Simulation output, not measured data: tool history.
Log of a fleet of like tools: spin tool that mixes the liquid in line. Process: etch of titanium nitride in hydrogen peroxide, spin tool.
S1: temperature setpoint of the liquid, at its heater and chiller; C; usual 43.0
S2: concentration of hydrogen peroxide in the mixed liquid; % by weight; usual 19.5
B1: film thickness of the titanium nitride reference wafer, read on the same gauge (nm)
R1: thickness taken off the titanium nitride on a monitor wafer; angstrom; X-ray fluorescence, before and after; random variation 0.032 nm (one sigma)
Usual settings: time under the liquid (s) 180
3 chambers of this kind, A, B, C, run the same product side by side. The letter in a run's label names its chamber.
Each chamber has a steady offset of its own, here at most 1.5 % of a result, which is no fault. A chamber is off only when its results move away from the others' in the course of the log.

Run 1A, hour 5.0: usual settings; B1 100.000. Result: R1 27.394 angstrom.
Run 2B, hour 8.5: usual settings; B1 100.020. Result: R1 25.233 angstrom.
Run 3C, hour 12.8: usual settings; B1 99.982. Result: R1 26.409 angstrom.
Run 4B, hour 16.5: usual settings; B1 99.996. Result: R1 25.726 angstrom.
Run 5C, hour 23.3: usual settings; B1 99.995. Result: R1 26.075 angstrom.
Run 6A, hour 29.5: usual settings; B1 100.010. Result: R1 26.784 angstrom.
Run 7C, hour 36.0: usual settings; B1 99.987. Result: R1 26.554 angstrom.
Run 8B, hour 40.5: usual settings; B1 100.000. Result: R1 25.563 angstrom.
Run 9A, hour 43.9: usual settings; B1 100.010. Result: R1 27.531 angstrom.
Run 10C, hour 47.0: usual settings; B1 100.020. Result: R1 26.169 angstrom.
Run 11B, hour 52.6: usual settings; B1 100.010. Result: R1 26.332 angstrom.
Run 12A, hour 57.9: usual settings; B1 99.992. Result: R1 27.577 angstrom.
Run 13B, hour 61.1: usual settings; B1 100.010. Result: R1 25.789 angstrom.
Run 14A, hour 67.0: usual settings; B1 99.995. Result: R1 27.526 angstrom.
Run 15C, hour 70.9: usual settings; B1 100.000. Result: R1 26.822 angstrom.
Run 16C, hour 75.6: usual settings; B1 99.987. Result: R1 26.710 angstrom.
Run 17B, hour 82.2: usual settings; B1 99.990. Result: R1 26.426 angstrom.
Run 18A, hour 89.0: usual settings but S1 37.5 C, time under the liquid (s) 285; B1 100.030. Result: R1 30.122 angstrom.
Run 19A, hour 92.6: usual settings but S1 37.5 C, time under the liquid (s) 285; B1 99.997. Result: R1 30.202 angstrom.
Run 20C, hour 95.8: usual settings but S1 37.5 C, time under the liquid (s) 285; B1 100.000. Result: R1 27.732 angstrom.
Run 21B, hour 99.6: usual settings but S2 22.0 % by weight; B1 99.996. Result: R1 27.430 angstrom.
Run 22C, hour 104.5: usual settings but S2 22.0 % by weight; B1 100.010. Result: R1 27.140 angstrom.
Run 23A, hour 111.5: usual settings but S2 22.0 % by weight; B1 100.000. Result: R1 29.614 angstrom.
Run 24B, hour 115.3: usual settings; B1 100.000. Result: R1 26.233 angstrom.
Run 25A, hour 121.8: usual settings but S1 38.5 C; B1 99.993. Result: R1 20.490 angstrom.
Run 26C, hour 128.7: usual settings but S1 38.5 C; B1 100.010. Result: R1 18.949 angstrom.
Run 27B, hour 134.9: usual settings but S1 38.5 C; B1 100.010. Result: R1 18.582 angstrom.
Run 28B, hour 139.3: usual settings; B1 99.993. Result: R1 26.252 angstrom.
Run 29A, hour 146.2: usual settings; B1 99.997. Result: R1 30.395 angstrom.
Run 30C, hour 151.3: usual settings but S1 52.0 C; B1 100.000. Result: R1 53.010 angstrom.
Run 31A, hour 155.9: usual settings but S1 52.0 C; B1 100.010. Result: R1 58.410 angstrom.
Run 32B, hour 161.8: usual settings but S1 52.0 C; B1 100.010. Result: R1 50.980 angstrom.
Run 33C, hour 165.9: usual settings; B1 99.984. Result: R1 27.352 angstrom.
Run 34A, hour 172.9: usual settings; B1 100.020. Result: R1 31.244 angstrom.
Run 35B, hour 177.0: usual settings but S1 50.5 C, time under the liquid (s) 240; B1 100.010. Result: R1 60.263 angstrom.
Run 36C, hour 180.8: usual settings but S1 50.5 C, time under the liquid (s) 240; B1 99.991. Result: R1 63.558 angstrom.
Run 37B, hour 185.3: usual settings but S1 50.5 C, time under the liquid (s) 240; B1 100.000. Result: R1 61.740 angstrom.
Run 38A, hour 189.9: usual settings; B1 100.000. Result: R1 31.270 angstrom.

All 3 chambers run these settings next. Forecast each chamber's results:
Run 39A, hour 195.0: usual settings but time under the liquid (s) 120. Result: R1 ?.
Run 39B, hour 195.0: usual settings but time under the liquid (s) 120. Result: R1 ?.
Run 39C, hour 195.0: usual settings but time under the liquid (s) 120. Result: R1 ?.

run      R1
39A  21.316
39B  17.388
39C  17.870
